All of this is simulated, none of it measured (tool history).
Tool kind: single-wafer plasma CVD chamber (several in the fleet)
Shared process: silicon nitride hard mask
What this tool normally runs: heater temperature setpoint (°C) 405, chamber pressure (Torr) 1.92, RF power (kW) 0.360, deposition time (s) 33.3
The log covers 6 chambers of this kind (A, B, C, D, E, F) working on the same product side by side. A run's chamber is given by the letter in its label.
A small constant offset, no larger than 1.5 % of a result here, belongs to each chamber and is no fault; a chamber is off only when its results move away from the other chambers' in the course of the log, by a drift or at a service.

run,hour,heater temperature setpoint (°C),chamber pressure (Torr),RF power (kW),deposition time (s),hours since the last thermocouple change,hours since the last RF generator calibration,hours since the last manometer calibration,"read-back reference wafer on the same gauge, thickness_nm",mean film thickness on the monitor wafer (angstrom)
1D,7.8,405,1.92,0.360,33.3,580.3,1369.3,91.6,37.302,457.66
2F,16.3,405,1.92,0.360,33.3,193.4,379.1,1196.0,37.293,457.06
3A,23.9,405,1.92,0.360,33.3,3289.6,434.3,1270.1,37.343,462.58
4C,33.1,405,1.92,0.360,33.3,1781.6,155.7,213.5,37.312,451.17
5E,39.9,405,1.92,0.360,33.3,116.8,2319.6,2140.6,37.295,455.34
6B,45.0,405,1.92,0.360,33.3,233.2,740.3,174.8,37.314,451.38
# hour 47.8: chamber E: RF generator calibrated
7E,50.5,405,1.92,0.360,33.3,127.4,2.8,2151.2,37.298,456.85
8A,57.5,405,1.92,0.360,33.3,3323.2,467.9,1303.7,37.314,454.91
9D,65.2,405,1.92,0.360,33.3,637.7,1426.7,149.0,37.259,453.66
10B,73.0,399,1.92,0.395,33.3,261.2,768.3,202.8,37.274,479.86
11F,82.0,399,1.92,0.395,33.3,259.1,444.8,1261.7,37.345,483.24
# hour 88.2: chamber A: thermocouple changed; heater temperature recalibrated
12C,89.3,399,1.92,0.395,33.3,1837.8,211.9,269.7,37.354,474.24
13A,95.2,399,1.92,0.395,33.3,7.1,505.6,1341.4,37.294,483.14
14C,101.0,399,1.92,0.395,33.3,1849.5,223.6,281.4,37.294,476.13
15B,107.2,399,1.92,0.395,33.3,295.4,802.5,237.0,37.380,474.68
16E,114.4,405,1.92,0.320,33.3,191.3,66.7,2215.1,37.333,420.03
17F,121.4,405,1.92,0.320,33.3,298.5,484.2,1301.1,37.255,424.14
18D,128.6,405,1.92,0.320,33.3,701.1,1490.1,212.4,37.322,424.51
19F,132.8,405,1.92,0.320,33.3,309.9,495.6,1312.5,37.260,422.49
20A,138.4,405,1.92,0.320,33.3,50.3,548.8,1384.6,37.258,425.33
21B,143.5,405,1.92,0.320,33.3,331.7,838.8,273.3,37.292,422.09
22C,149.1,405,1.92,0.360,33.3,1897.6,271.7,329.5,37.310,445.97
23E,154.5,405,1.92,0.360,33.3,231.4,106.8,2255.2,37.287,458.87
24D,160.5,405,1.92,0.360,33.3,733.0,1522.0,244.3,37.317,459.02
25A,167.4,405,1.92,0.360,33.3,79.3,577.8,1413.6,37.296,454.57
26E,173.7,405,1.92,0.360,33.3,250.6,126.0,2274.4,37.291,454.63
27F,179.8,405,1.92,0.360,33.3,356.9,542.6,1359.5,37.313,459.48
28C,184.0,405,1.92,0.360,33.3,1932.5,306.6,364.4,37.297,450.39
29B,192.2,405,1.92,0.360,33.3,380.4,887.5,322.0,37.322,450.37
30D,198.0,405,1.92,0.360,33.3,770.5,1559.5,281.8,37.324,460.78
31F,203.7,405,1.54,0.360,33.3,380.8,566.5,1383.4,37.235,426.86
32B,212.6,405,1.54,0.360,33.3,400.8,907.9,342.4,37.318,425.41
33E,218.9,405,1.54,0.360,33.3,295.8,171.2,2319.6,37.259,426.02
34A,225.6,405,1.54,0.360,33.3,137.5,636.0,1471.8,37.314,429.86
35D,233.7,405,1.54,0.360,33.3,806.2,1595.2,317.5,37.344,428.55
36C,238.6,405,1.54,0.360,33.3,1987.1,361.2,419.0,37.317,423.61
37F,245.7,405,1.92,0.360,33.3,422.8,608.5,1425.4,37.309,458.93
38B,249.8,405,1.92,0.360,33.3,438.0,945.1,379.6,37.332,453.60
39C,255.8,405,1.92,0.360,33.3,2004.3,378.4,436.2,37.235,447.74
40D,261.1,405,1.92,0.360,33.3,833.6,1622.6,344.9,37.306,453.84
41A,266.2,405,1.92,0.360,33.3,178.1,676.6,1512.4,37.276,458.83
42E,271.7,405,1.92,0.360,33.3,348.6,224.0,2372.4,37.295,456.04
43B,275.7,405,1.92,0.360,33.3,463.9,971.0,405.5,37.301,453.09

Next, all 6 chambers run the settings below, one line each with question marks for the results. What does each chamber give?
44A,282.4,405,1.92,0.315,33.3,,,,,?
44B,282.4,405,1.92,0.315,33.3,,,,,?
44C,282.4,405,1.92,0.315,33.3,,,,,?
44D,282.4,405,1.92,0.315,33.3,,,,,?
44E,282.4,405,1.92,0.315,33.3,,,,,?
44F,282.4,405,1.92,0.315,33.3,,,,,?

run,mean film thickness on the monitor wafer (angstrom)
44A,418.37
44B,416.93
44C,410.64
44D,419.02
44E,415.89
44F,417.31
